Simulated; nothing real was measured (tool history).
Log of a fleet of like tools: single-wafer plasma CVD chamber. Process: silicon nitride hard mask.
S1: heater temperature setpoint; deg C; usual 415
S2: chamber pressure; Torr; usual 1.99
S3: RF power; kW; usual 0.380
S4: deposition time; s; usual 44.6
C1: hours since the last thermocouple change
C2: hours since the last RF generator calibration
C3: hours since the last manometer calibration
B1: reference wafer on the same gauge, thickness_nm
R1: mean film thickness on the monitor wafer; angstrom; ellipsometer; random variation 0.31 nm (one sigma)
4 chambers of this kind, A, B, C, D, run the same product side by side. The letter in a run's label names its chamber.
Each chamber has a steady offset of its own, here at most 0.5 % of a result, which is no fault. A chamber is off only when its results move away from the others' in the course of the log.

{"run": "1D", "hour": 8.9, "S1": 415, "S2": 1.99, "S3": 0.38, "S4": 44.6, "C1": 244.8, "C2": 858.0, "C3": 154.4, "B1": 64.143, "R1": 633.37}
{"run": "2A", "hour": 14.5, "S1": 415, "S2": 1.99, "S3": 0.38, "S4": 44.6, "C1": 1180.0, "C2": 585.8, "C3": 1200.0, "B1": 64.168, "R1": 630.93}
{"run": "3C", "hour": 19.9, "S1": 415, "S2": 1.99, "S3": 0.38, "S4": 44.6, "C1": 246.1, "C2": 750.2, "C3": 175.3, "B1": 64.241, "R1": 626.7}
{"run": "4B", "hour": 29.8, "S1": 415, "S2": 1.99, "S3": 0.38, "S4": 44.6, "C1": 1403.6, "C2": 534.6, "C3": 257.1, "B1": 64.199, "R1": 628.53}
{"run": "5A", "hour": 39.1, "S1": 415, "S2": 1.99, "S3": 0.38, "S4": 44.6, "C1": 1204.6, "C2": 610.4, "C3": 1224.6, "B1": 64.279, "R1": 632.02}
{"run": "6D", "hour": 45.1, "S1": 415, "S2": 1.99, "S3": 0.41, "S4": 48.9, "C1": 281.0, "C2": 894.2, "C3": 190.6, "B1": 64.18, "R1": 717.55}
{"run": "7C", "hour": 50.5, "S1": 415, "S2": 1.99, "S3": 0.41, "S4": 48.9, "C1": 276.7, "C2": 780.8, "C3": 205.9, "B1": 64.163, "R1": 720.44}
{"run": "8B", "hour": 57.9, "S1": 415, "S2": 1.99, "S3": 0.41, "S4": 48.9, "C1": 1431.7, "C2": 562.7, "C3": 285.2, "B1": 64.157, "R1": 717.32}
{"run": "9A", "hour": 62.9, "S1": 415, "S2": 1.99, "S3": 0.41, "S4": 48.9, "C1": 1228.4, "C2": 634.2, "C3": 1248.4, "B1": 64.177, "R1": 719.49}
{"run": "10C", "hour": 67.9, "S1": 415, "S2": 2.44, "S3": 0.43, "S4": 44.6, "C1": 294.1, "C2": 798.2, "C3": 223.3, "B1": 64.157, "R1": 716.66}
{"run": "11D", "hour": 74.3, "S1": 415, "S2": 2.44, "S3": 0.43, "S4": 44.6, "C1": 310.2, "C2": 923.4, "C3": 219.8, "B1": 64.186, "R1": 715.28}
{"run": "12B", "hour": 80.2, "S1": 415, "S2": 2.44, "S3": 0.43, "S4": 44.6, "C1": 1454.0, "C2": 585.0, "C3": 307.5, "B1": 64.28, "R1": 707.12}
{"run": "13A", "hour": 87.8, "S1": 415, "S2": 2.44, "S3": 0.43, "S4": 44.6, "C1": 1253.3, "C2": 659.1, "C3": 1273.3, "B1": 64.211, "R1": 717.6}
{"run": "14C", "hour": 94.0, "S1": 415, "S2": 1.99, "S3": 0.38, "S4": 44.6, "C1": 320.2, "C2": 824.3, "C3": 249.4, "B1": 64.232, "R1": 627.63}
{"run": "15B", "hour": 103.4, "S1": 415, "S2": 1.99, "S3": 0.38, "S4": 44.6, "C1": 1477.2, "C2": 608.2, "C3": 330.7, "B1": 64.231, "R1": 628.32}
{"run": "16D", "hour": 108.7, "S1": 405, "S2": 1.99, "S3": 0.41, "S4": 44.6, "C1": 344.6, "C2": 957.8, "C3": 254.2, "B1": 64.312, "R1": 656.11}
{"run": "17A", "hour": 113.6, "S1": 405, "S2": 1.99, "S3": 0.41, "S4": 44.6, "C1": 1279.1, "C2": 684.9, "C3": 1299.1, "B1": 64.28, "R1": 665.45}
{"run": "18C", "hour": 119.7, "S1": 405, "S2": 1.99, "S3": 0.41, "S4": 44.6, "C1": 345.9, "C2": 850.0, "C3": 275.1, "B1": 64.201, "R1": 665.14}
{"run": "19D", "hour": 126.4, "S1": 405, "S2": 1.99, "S3": 0.41, "S4": 44.6, "C1": 362.3, "C2": 975.5, "C3": 271.9, "B1": 64.163, "R1": 653.41}
{"hour": 128.5, "done": "chamber B: thermocouple changed; heater temperature recalibrated"}
{"run": "20B", "hour": 132.6, "S1": 415, "S2": 1.99, "S3": 0.38, "S4": 44.6, "C1": 4.1, "C2": 637.4, "C3": 359.9, "B1": 64.23, "R1": 623.12}
{"run": "21D", "hour": 139.7, "S1": 415, "S2": 1.99, "S3": 0.38, "S4": 44.6, "C1": 375.6, "C2": 988.8, "C3": 285.2, "B1": 64.182, "R1": 626.09}
{"run": "22B", "hour": 144.4, "S1": 415, "S2": 1.99, "S3": 0.38, "S4": 44.6, "C1": 15.9, "C2": 649.2, "C3": 371.7, "B1": 64.303, "R1": 617.16}
{"run": "23A", "hour": 151.5, "S1": 415, "S2": 1.99, "S3": 0.38, "S4": 44.6, "C1": 1317.0, "C2": 722.8, "C3": 1337.0, "B1": 64.164, "R1": 624.95}
{"run": "24C", "hour": 157.5, "S1": 415, "S2": 1.99, "S3": 0.38, "S4": 44.6, "C1": 383.7, "C2": 887.8, "C3": 312.9, "B1": 64.226, "R1": 625.45}
{"run": "25A", "hour": 165.1, "S1": 415, "S2": 1.99, "S3": 0.38, "S4": 44.6, "C1": 1330.6, "C2": 736.4, "C3": 1350.6, "B1": 64.228, "R1": 636.12}
{"run": "26C", "hour": 173.4, "S1": 420, "S2": 1.99, "S3": 0.38, "S4": 44.6, "C1": 399.6, "C2": 903.7, "C3": 328.8, "B1": 64.236, "R1": 625.05}
{"run": "27B", "hour": 179.9, "S1": 420, "S2": 1.99, "S3": 0.38, "S4": 44.6, "C1": 51.4, "C2": 684.7, "C3": 407.2, "B1": 64.187, "R1": 613.68}
{"run": "28D", "hour": 188.7, "S1": 420, "S2": 1.99, "S3": 0.38, "S4": 44.6, "C1": 424.6, "C2": 1037.8, "C3": 334.2, "B1": 64.237, "R1": 622.67}
{"run": "29B", "hour": 194.6, "S1": 420, "S2": 1.99, "S3": 0.38, "S4": 44.6, "C1": 66.1, "C2": 699.4, "C3": 421.9, "B1": 64.275, "R1": 605.25}
{"run": "30D", "hour": 199.0, "S1": 415, "S2": 1.99, "S3": 0.38, "S4": 44.6, "C1": 434.9, "C2": 1048.1, "C3": 344.5, "B1": 64.2, "R1": 623.65}
{"run": "31A", "hour": 206.0, "S1": 415, "S2": 1.99, "S3": 0.38, "S4": 44.6, "C1": 1371.5, "C2": 777.3, "C3": 1391.5, "B1": 64.147, "R1": 633.39}
{"run": "32C", "hour": 214.9, "S1": 415, "S2": 1.99, "S3": 0.38, "S4": 44.6, "C1": 441.1, "C2": 945.2, "C3": 370.3, "B1": 64.157, "R1": 621.94}

Is one chamber off against the others, does the gauge drift, or is nothing wrong? If a chamber is off, say which, and what the likeliest cause is.

Chamber B drifts away from the others.
Cause: delivered RF power below the setpoint (%) = 5.14.

Here are 4 candidates for chamber B's next run, each the usual settings with a change, their results left as question marks. Which one brings its results back in line with what the others give on the usual settings?
In line means no further than this from the other chambers' mean on the usual settings: R1 11.00 angstrom
{"run": "33B-1", "hour": 222.1, "S1": 415, "S2": 1.97, "S3": 0.375, "S4": 43.6, "R1": "?"}
{"run": "33B-2", "hour": 222.1, "S1": 415, "S2": 1.99, "S3": 0.38, "S4": 46.2, "R1": "?"}
{"run": "33B-3", "hour": 222.1, "S1": 415, "S2": 2.03, "S3": 0.39, "S4": 46.7, "R1": "?"}
{"run": "33B-4", "hour": 222.1, "S1": 415, "S2": 1.99, "S3": 0.365, "S4": 42.3, "R1": "?"}

The other chambers' mean on the usual settings: R1 628.87 angstrom
run=33B-1 R1=588.38
run=33B-2 R1=630.23
run=33B-3 R1=650.83
run=33B-4 R1=562.62
33B-2 brings the chamber back in line.
